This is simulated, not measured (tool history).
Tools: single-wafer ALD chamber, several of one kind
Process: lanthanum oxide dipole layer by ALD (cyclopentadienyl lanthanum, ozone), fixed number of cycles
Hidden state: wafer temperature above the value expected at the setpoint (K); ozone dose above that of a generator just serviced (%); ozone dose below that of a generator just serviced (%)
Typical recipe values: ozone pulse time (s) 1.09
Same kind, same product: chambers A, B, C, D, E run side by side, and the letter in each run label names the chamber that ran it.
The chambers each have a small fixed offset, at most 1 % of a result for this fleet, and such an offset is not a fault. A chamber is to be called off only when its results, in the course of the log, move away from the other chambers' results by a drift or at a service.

| run | hour | ozone pulse time (s) | hours since the last thermocouple change | hours since the last ozone generator service | read-back reference wafer on the same gauge, thickness_nm | mean film thickness on the monitor wafer (angstrom) |
|---|---|---|---|---|---|---|
| 1B | 5.4 | 1.09 | 1134.6 | 1635 | 0.44287 | 5.1507 |
| 2C | 10.7 | 1.09 | 266 | 493 | 0.44276 | 5.1278 |
| 3D | 15.3 | 1.09 | 2949.9 | 34.1 | 0.44286 | 5.0935 |
| 4A | 19.8 | 1.09 | 357.6 | 410.8 | 0.44256 | 5.1633 |
| 5E | 25.2 | 1.09 | 2120.5 | 968.3 | 0.44261 | 5.093 |
| 6D | 27.7 | 1.09 | 2962.3 | 46.5 | 0.44254 | 5.084 |
| 7E | 31.2 | 1.09 | 2126.5 | 974.3 | 0.44253 | 5.0872 |
|  | 36.3 | chamber B: ozone generator serviced |
| 8C | 36.9 | 1.09 | 292.2 | 519.2 | 0.44237 | 5.1165 |
| 9A | 42.3 | 0.68 | 380.1 | 433.3 | 0.44236 | 4.3233 |
| 10B | 47.6 | 0.68 | 1176.8 | 11.3 | 0.44224 | 4.3093 |
| 11E | 50.5 | 0.68 | 2145.8 | 993.6 | 0.44223 | 4.2509 |
| 12A | 53.8 | 0.68 | 391.6 | 444.8 | 0.4421 | 4.3179 |
| 13B | 57.2 | 0.68 | 1186.4 | 20.9 | 0.44206 | 4.3097 |
| 14D | 61.2 | 1.29 | 2995.8 | 80 | 0.44179 | 5.2855 |
| 15C | 64 | 1.29 | 319.3 | 546.3 | 0.44181 | 5.3284 |
| 16A | 66.6 | 1.29 | 404.4 | 457.6 | 0.44186 | 5.3536 |
| 17B | 70.6 | 1.29 | 1199.8 | 34.3 | 0.44178 | 5.3521 |
| 18C | 74.1 | 1.29 | 329.4 | 556.4 | 0.44175 | 5.3356 |
| 19E | 79.7 | 1.09 | 2175 | 1022.8 | 0.44185 | 5.0895 |
|  | 82 | chamber E: ozone generator serviced |
| 20D | 83.8 | 0.9 | 3018.4 | 102.6 | 0.44171 | 4.7567 |
| 21E | 87.2 | 0.9 | 2182.5 | 5.2 | 0.44142 | 4.793 |
| 22C | 91.3 | 0.9 | 346.6 | 573.6 | 0.4416 | 4.8135 |
| 23B | 96.4 | 0.9 | 1225.6 | 60.1 | 0.4413 | 4.8387 |
|  | 99.2 | chamber D: thermocouple changed; heater temperature recalibrated |
| 24A | 99.6 | 0.9 | 437.4 | 490.6 | 0.44146 | 4.8443 |
| 25D | 102.1 | 1.09 | 3 | 120.9 | 0.4413 | 5.072 |
| 26B | 106.7 | 1.09 | 1235.9 | 70.4 | 0.44135 | 5.1343 |
|  | 110 | chamber E: thermocouple changed; heater temperature recalibrated |
| 27E | 112.1 | 1.09 | 2.2 | 30.1 | 0.44118 | 5.0857 |
| 28C | 116.1 | 1.09 | 371.4 | 598.4 | 0.44108 | 5.1115 |
| 29D | 119.2 | 1.09 | 20.1 | 138 | 0.44095 | 5.0663 |
| 30A | 122.5 | 1.39 | 460.3 | 513.5 | 0.44106 | 5.4361 |
| 31A | 128 | 1.39 | 465.8 | 519 | 0.44076 | 5.4188 |
| 32B | 131.5 | 1.39 | 1260.7 | 95.2 | 0.44086 | 5.4289 |
| 33D | 135.5 | 1.39 | 36.4 | 154.3 | 0.44069 | 5.3417 |
| 34E | 138.5 | 1.39 | 28.6 | 56.5 | 0.44061 | 5.3704 |
| 35C | 142.4 | 1.09 | 397.7 | 624.7 | 0.44061 | 5.1096 |

Next, all 5 chambers run the settings below, one line each with question marks for the results. What does each chamber give?
| 36A | 146.6 | 1.27 |  |  |  | ? |
| 36B | 146.6 | 1.27 |  |  |  | ? |
| 36C | 146.6 | 1.27 |  |  |  | ? |
| 36D | 146.6 | 1.27 |  |  |  | ? |
| 36E | 146.6 | 1.27 |  |  |  | ? |

| run | mean film thickness on the monitor wafer (angstrom) |
|---|---|
| 36A | 5.331 |
| 36B | 5.3187 |
| 36C | 5.2885 |
| 36D | 5.2552 |
| 36E | 5.2825 |

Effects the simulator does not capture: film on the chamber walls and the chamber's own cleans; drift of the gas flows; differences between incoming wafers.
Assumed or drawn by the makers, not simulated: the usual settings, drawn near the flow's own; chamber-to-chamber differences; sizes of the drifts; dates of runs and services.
